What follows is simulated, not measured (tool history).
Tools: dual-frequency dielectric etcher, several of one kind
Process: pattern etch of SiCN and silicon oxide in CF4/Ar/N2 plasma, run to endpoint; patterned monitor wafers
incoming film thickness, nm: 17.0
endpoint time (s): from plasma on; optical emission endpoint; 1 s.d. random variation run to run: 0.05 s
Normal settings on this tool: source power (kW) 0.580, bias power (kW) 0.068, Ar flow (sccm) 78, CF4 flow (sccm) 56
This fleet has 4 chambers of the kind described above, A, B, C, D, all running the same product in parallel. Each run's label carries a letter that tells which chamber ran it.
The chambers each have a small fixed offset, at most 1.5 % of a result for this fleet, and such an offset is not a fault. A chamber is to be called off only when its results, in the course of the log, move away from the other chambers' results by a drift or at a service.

run	hour	source power (kW)	bias power (kW)	Ar flow (sccm)	CF4 flow (sccm)	endpoint time (s)
1D	4.8	0.580	0.068	78	56	15.933
2A	8.6	0.580	0.068	78	56	16.099
3C	13.9	0.580	0.068	78	56	15.919
4B	18.1	0.580	0.068	78	56	16.057
5D	20.7	0.580	0.068	78	56	15.917
6C	23.0	0.580	0.068	78	56	15.773
7B	25.4	0.580	0.068	71	56	15.826
8A	30.0	0.580	0.068	71	56	15.894
9B	34.8	0.580	0.068	71	56	15.822
10C	38.5	0.580	0.068	71	56	15.620
11A	42.8	0.580	0.068	78	56	16.175
12D	45.6	0.580	0.068	78	56	15.905
13A	48.5	0.580	0.068	78	56	16.186
14B	53.2	0.580	0.068	78	56	16.139
15D	58.1	0.580	0.068	78	56	15.957
# hour 62.3: chamber B: CF4 flow controller replaced
16C	62.3	0.580	0.068	78	56	15.733
17A	67.2	0.580	0.068	78	56	16.007
18C	71.8	0.580	0.068	78	56	15.709
19D	74.9	0.580	0.068	78	56	15.857
20B	77.2	0.580	0.068	68	66	15.348
21A	82.4	0.580	0.068	68	66	15.408
22C	87.7	0.580	0.068	68	66	14.961
23B	91.6	0.580	0.068	68	66	15.373
24D	94.8	0.580	0.068	78	56	15.876
25D	99.6	0.580	0.068	78	56	15.924
26A	104.2	0.580	0.074	64	56	15.277
27B	106.7	0.580	0.074	64	56	15.112
28C	110.4	0.580	0.074	64	56	14.736
29C	113.4	0.580	0.074	64	56	14.687
30D	117.6	0.580	0.068	78	56	15.894
31A	122.2	0.580	0.068	78	56	16.132
32B	126.2	0.580	0.068	78	56	16.093
33B	129.4	0.580	0.068	78	56	16.014

All 4 chambers run these settings next. Forecast each chamber's results:
34A	133.2	0.580	0.068	78	56	?
34B	133.2	0.580	0.068	78	56	?
34C	133.2	0.580	0.068	78	56	?
34D	133.2	0.580	0.068	78	56	?

run	endpoint time (s)
34A	16.087
34B	16.084
34C	15.537
34D	15.930
